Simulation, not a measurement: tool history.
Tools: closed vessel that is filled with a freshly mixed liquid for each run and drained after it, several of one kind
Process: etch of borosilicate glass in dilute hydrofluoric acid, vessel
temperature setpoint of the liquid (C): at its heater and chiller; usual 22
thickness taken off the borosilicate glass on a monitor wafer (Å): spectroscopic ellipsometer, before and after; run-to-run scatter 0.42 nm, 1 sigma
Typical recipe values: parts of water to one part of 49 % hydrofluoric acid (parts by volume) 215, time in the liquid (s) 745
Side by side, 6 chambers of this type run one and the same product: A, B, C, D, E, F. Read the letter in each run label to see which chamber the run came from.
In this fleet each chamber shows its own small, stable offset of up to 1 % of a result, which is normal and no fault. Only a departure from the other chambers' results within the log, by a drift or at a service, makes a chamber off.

| run | day | temperature setpoint of the liquid (C) | parts of water to one part of 49 % hydrofluoric acid (parts by volume) | time in the liquid (s) | hours since the thermometer was replaced | hours since the hydrofluoric acid flow meter was replaced | read-back film thickness of the borosilicate glass reference wafer, read on the same gauge (nm) | thickness taken off the borosilicate glass on a monitor wafer (Å) |
|---|---|---|---|---|---|---|---|---|
| 1D | 0.208 | 22 | 215 | 745 | 592 | 695.5 | 99.994 | 495.45 |
| 2B | 0.475 | 22 | 215 | 745 | 800.8 | 1868.7 | 99.973 | 493.81 |
| 3A | 0.704 | 22 | 215 | 745 | 466.2 | 186.1 | 100 | 493.41 |
| 4F | 1.096 | 22 | 215 | 745 | 786.7 | 551.1 | 99.993 | 493.14 |
| 5E | 1.4 | 20.5 | 215 | 1050 | 95.5 | 436.9 | 100 | 654.71 |
| 6C | 1.65 | 20.5 | 215 | 1050 | 188 | 215.3 | 100.01 | 652.91 |
| 7B | 1.996 | 20.5 | 215 | 1050 | 837.3 | 1905.2 | 99.996 | 649.56 |
| 8C | 2.325 | 20.5 | 215 | 1050 | 204.2 | 231.5 | 99.995 | 655.21 |
| 9F | 2.696 | 20.5 | 215 | 1050 | 825.1 | 589.5 | 100.02 | 659.05 |
| 10D | 2.917 | 20.5 | 215 | 1050 | 657 | 760.5 | 99.995 | 659.26 |
| 11E | 3.242 | 22 | 215 | 745 | 139.7 | 481.1 | 100.01 | 481.81 |
| 12A | 3.542 | 22 | 215 | 745 | 534.3 | 254.2 | 100.02 | 491.49 |
| 13B | 3.888 | 22 | 215 | 745 | 882.7 | 1950.6 | 100 | 488.61 |
| 14C | 4.196 | 22 | 215 | 745 | 249.1 | 276.4 | 100.02 | 489.27 |
| 15D | 4.496 | 22 | 215 | 745 | 694.9 | 798.4 | 99.973 | 493.69 |
| 16A | 4.917 | 22 | 215 | 745 | 567.3 | 287.2 | 99.999 | 472.93 |
| 17F | 5.3 | 22 | 320 | 505 | 887.6 | 652 | 100.03 | 202.2 |
| 18E | 5.504 | 22 | 320 | 505 | 194 | 535.4 | 99.989 | 201.48 |
|  | 5.662 | chamber B: thermometer replaced |
| 19F | 5.829 | 22 | 320 | 505 | 900.3 | 664.7 | 99.961 | 198.28 |
| 20D | 6.062 | 22 | 320 | 505 | 732.5 | 836 | 100.02 | 208.51 |
| 21C | 6.392 | 22 | 320 | 505 | 301.8 | 329.1 | 99.999 | 200.19 |
| 22B | 6.733 | 22 | 320 | 505 | 25.8 | 2018.9 | 99.976 | 199.5 |
| 23A | 7.008 | 22 | 215 | 745 | 617.5 | 337.4 | 99.999 | 486.98 |
| 24E | 7.375 | 22 | 215 | 745 | 238.9 | 580.3 | 100.01 | 493.46 |
|  | 7.517 | chamber A: thermometer replaced |
| 25A | 7.762 | 22 | 215 | 745 | 6 | 355.5 | 100.04 | 479.7 |
| 26E | 8.05 | 22 | 215 | 745 | 255.1 | 596.5 | 100.02 | 491.44 |
| 27B | 8.258 | 24.5 | 215 | 365 | 62.4 | 2055.5 | 100.01 | 262.95 |
| 28F | 8.671 | 24.5 | 215 | 365 | 968.5 | 732.9 | 100.02 | 253.3 |
|  | 8.792 | chamber E: hydrofluoric acid flow meter replaced |
|  | 8.879 | chamber B: hydrofluoric acid flow meter replaced |
| 29C | 8.983 | 24.5 | 215 | 365 | 364 | 391.3 | 100 | 257.57 |
| 30D | 9.412 | 24.5 | 215 | 365 | 812.9 | 916.4 | 100 | 262.28 |
| 31F | 9.708 | 24.5 | 215 | 365 | 993.4 | 757.8 | 100.02 | 247.28 |
| 32B | 10.075 | 24.5 | 215 | 365 | 106 | 28.7 | 100.02 | 259.88 |
| 33C | 10.283 | 22 | 215 | 745 | 395.2 | 422.5 | 99.968 | 495.71 |
| 34E | 10.525 | 22 | 215 | 745 | 314.5 | 41.7 | 100.01 | 492.33 |
| 35A | 10.829 | 22 | 215 | 745 | 79.6 | 429.1 | 100.01 | 485.55 |
| 36D | 11.125 | 22 | 215 | 745 | 854 | 957.5 | 99.982 | 490.15 |
| 37E | 11.383 | 22 | 215 | 745 | 335.1 | 62.3 | 99.994 | 487.94 |
| 38B | 11.583 | 22 | 215 | 745 | 142.2 | 64.9 | 100.03 | 483.79 |
| 39A | 11.842 | 22 | 215 | 745 | 103.9 | 453.4 | 99.987 | 491.66 |
| 40F | 12.296 | 22 | 215 | 745 | 1055.5 | 819.9 | 100.01 | 439.95 |
| 41C | 12.742 | 19.5 | 215 | 745 | 454.2 | 481.5 | 100.01 | 446.85 |
| 42D | 13.129 | 19.5 | 215 | 745 | 902.1 | 1005.6 | 99.963 | 444.37 |
| 43F | 13.371 | 19.5 | 215 | 745 | 1081.3 | 845.7 | 100.01 | 397.99 |

Is one chamber off against the others, does the gauge drift, or is nothing wrong? If a chamber is off, say which, and what the likeliest cause is.

It is chamber F that slowly wanders off from its peers.
Cause: hydrofluoric acid flow below the setpoint (%) = 9.64.

Below are 4 candidate recipes for chamber F's next run, each the usual settings with a change, their results shown as question marks. Which of them brings F's results back in line with what the other chambers give on the usual settings?
Maximum distance from the other chambers' mean on the usual settings for a result to count as in line: thickness taken off the borosilicate glass on a monitor wafer (Å) 15
| 44F-1 | 13.696 | 22 | 215 | 835 |  |  |  | ? |
| 44F-2 | 13.696 | 21.5 | 215 | 665 |  |  |  | ? |
| 44F-3 | 13.696 | 21.5 | 235 | 660 |  |  |  | ? |
| 44F-4 | 13.696 | 29 | 215 | 745 |  |  |  | ? |

Mean of the other chambers on the usual settings: thickness taken off the borosilicate glass on a monitor wafer (Å) 488.52
| run | thickness taken off the borosilicate glass on a monitor wafer (Å) |
|---|---|
| 44F-1 | 484.75 |
| 44F-2 | 378.84 |
| 44F-3 | 336.72 |
| 44F-4 | 554.89 |
Change 44F-1 lands the chamber within the allowed miss of the other chambers.
